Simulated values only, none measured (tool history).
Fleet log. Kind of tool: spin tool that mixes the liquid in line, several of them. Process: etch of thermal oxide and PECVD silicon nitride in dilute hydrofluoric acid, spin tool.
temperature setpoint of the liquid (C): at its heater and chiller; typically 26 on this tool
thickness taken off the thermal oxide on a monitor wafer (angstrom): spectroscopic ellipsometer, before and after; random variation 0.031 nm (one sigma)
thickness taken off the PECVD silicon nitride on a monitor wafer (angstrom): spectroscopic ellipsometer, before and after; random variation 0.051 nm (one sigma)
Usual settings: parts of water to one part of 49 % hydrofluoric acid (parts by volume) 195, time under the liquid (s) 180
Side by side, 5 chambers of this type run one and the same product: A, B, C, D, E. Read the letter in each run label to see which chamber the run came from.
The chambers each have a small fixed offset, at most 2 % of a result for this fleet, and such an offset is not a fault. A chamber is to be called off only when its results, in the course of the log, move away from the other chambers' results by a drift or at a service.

| run | day | temperature setpoint of the liquid (C) | parts of water to one part of 49 % hydrofluoric acid (parts by volume) | time under the liquid (s) | hours since the thermometer was replaced | hours since the hydrofluoric acid flow meter was replaced | read-back film thickness of the thermal oxide reference wafer, read on the same gauge (nm) | read-back film thickness of the PECVD silicon nitride reference wafer, read on the same gauge (nm) | thickness taken off the thermal oxide on a monitor wafer (angstrom) | thickness taken off the PECVD silicon nitride on a monitor wafer (angstrom) |
|---|---|---|---|---|---|---|---|---|---|---|
| 1C | 0.567 | 26 | 195 | 180 | 509.7 | 1247.6 | 110.00 | 49.980 | 42.378 | 59.475 |
| 2D | 1.121 | 26 | 195 | 180 | 1369.3 | 451.2 | 110.00 | 50.001 | 41.180 | 58.544 |
| 3E | 1.408 | 26 | 195 | 180 | 713.4 | 382.3 | 110.01 | 49.995 | 42.210 | 59.822 |
| 4B | 1.854 | 26 | 195 | 180 | 594.9 | 570.4 | 109.99 | 49.967 | 42.174 | 59.407 |
| 5A | 2.212 | 26 | 195 | 180 | 2699.8 | 280.0 | 110.00 | 49.977 | 41.826 | 60.530 |
| 6D | 2.821 | 26 | 195 | 180 | 1410.1 | 492.0 | 109.99 | 49.984 | 41.373 | 57.208 |
|  | 3.062 | chamber E: hydrofluoric acid flow meter replaced |
| 7A | 3.321 | 26 | 195 | 180 | 2726.4 | 306.6 | 110.00 | 50.032 | 42.707 | 59.704 |
| 8E | 3.767 | 26 | 260 | 260 | 770.0 | 17.0 | 109.98 | 49.981 | 42.666 | 65.417 |
| 9C | 4.071 | 26 | 260 | 260 | 593.8 | 1331.7 | 110.01 | 49.989 | 42.718 | 64.881 |
| 10B | 4.512 | 26 | 260 | 260 | 658.7 | 634.2 | 109.98 | 49.997 | 43.031 | 64.873 |
| 11D | 4.979 | 26 | 260 | 260 | 1461.9 | 543.8 | 110.01 | 50.004 | 42.150 | 63.045 |
| 12B | 5.483 | 26 | 260 | 260 | 682.0 | 657.5 | 109.98 | 50.022 | 43.078 | 65.861 |
| 13E | 6.038 | 26 | 195 | 180 | 824.5 | 71.5 | 109.99 | 50.008 | 42.285 | 60.644 |
|  | 6.196 | chamber A: thermometer replaced |
| 14A | 6.562 | 26 | 195 | 180 | 8.8 | 384.4 | 109.99 | 49.984 | 41.904 | 60.391 |
| 15C | 6.879 | 26 | 195 | 180 | 661.2 | 1399.1 | 109.95 | 49.990 | 42.140 | 59.596 |
| 16A | 7.462 | 26 | 195 | 180 | 30.4 | 406.0 | 109.99 | 50.030 | 42.441 | 59.777 |
| 17D | 7.812 | 26 | 260 | 180 | 1529.9 | 611.8 | 110.00 | 49.973 | 29.119 | 43.978 |
| 18B | 8.246 | 26 | 260 | 180 | 748.3 | 723.8 | 110.02 | 49.989 | 29.230 | 43.724 |
| 19E | 8.721 | 26 | 260 | 180 | 888.9 | 135.9 | 110.00 | 50.001 | 29.561 | 45.917 |
| 20C | 9.067 | 26 | 260 | 180 | 713.7 | 1451.6 | 110.01 | 50.009 | 29.683 | 45.025 |
| 21D | 9.575 | 26 | 260 | 180 | 1572.2 | 654.1 | 109.99 | 49.982 | 28.955 | 43.108 |
| 22A | 10.188 | 26 | 195 | 180 | 95.8 | 471.4 | 110.00 | 49.968 | 42.206 | 59.820 |
| 23E | 10.600 | 26 | 130 | 180 | 934.0 | 181.0 | 109.98 | 49.980 | 67.200 | 89.295 |
| 24C | 11.008 | 26 | 130 | 180 | 760.3 | 1498.2 | 110.03 | 49.992 | 68.183 | 88.714 |
| 25B | 11.521 | 26 | 130 | 180 | 826.9 | 802.4 | 110.02 | 49.980 | 65.654 | 84.379 |
| 26C | 11.854 | 26 | 130 | 180 | 780.6 | 1518.5 | 110.01 | 49.998 | 68.757 | 88.721 |
| 27D | 12.154 | 26 | 130 | 180 | 1634.1 | 716.0 | 110.03 | 50.014 | 68.689 | 88.466 |
| 28B | 12.650 | 26 | 195 | 180 | 854.0 | 829.5 | 110.03 | 50.011 | 40.227 | 55.988 |
| 29E | 13.125 | 26 | 195 | 180 | 994.6 | 241.6 | 109.98 | 50.018 | 41.987 | 59.540 |
| 30A | 13.483 | 26 | 195 | 180 | 174.9 | 550.5 | 109.99 | 50.033 | 41.824 | 60.866 |
|  | 13.512 | chamber C: hydrofluoric acid flow meter replaced |
| 31D | 14.117 | 26 | 195 | 180 | 1681.2 | 763.1 | 110.00 | 50.004 | 41.416 | 59.320 |
| 32C | 14.754 | 26 | 160 | 230 | 850.2 | 29.9 | 110.00 | 49.978 | 68.345 | 92.955 |
| 33B | 15.138 | 26 | 160 | 230 | 913.7 | 889.2 | 109.99 | 49.972 | 65.158 | 84.808 |
| 34A | 15.538 | 26 | 160 | 230 | 224.2 | 599.8 | 110.00 | 50.005 | 67.546 | 93.198 |

All 5 chambers run these settings next. Forecast each chamber's results:
| 35A | 15.996 | 26 | 195 | 180 |  |  |  |  | ? | ? |
| 35B | 15.996 | 26 | 195 | 180 |  |  |  |  | ? | ? |
| 35C | 15.996 | 26 | 195 | 180 |  |  |  |  | ? | ? |
| 35D | 15.996 | 26 | 195 | 180 |  |  |  |  | ? | ? |
| 35E | 15.996 | 26 | 195 | 180 |  |  |  |  | ? | ? |

| run | thickness taken off the thermal oxide on a monitor wafer (angstrom) | thickness taken off the PECVD silicon nitride on a monitor wafer (angstrom) |
|---|---|---|
| 35A | 42.386 | 60.065 |
| 35B | 39.760 | 54.668 |
| 35C | 42.428 | 59.472 |
| 35D | 41.617 | 56.955 |
| 35E | 42.082 | 60.239 |
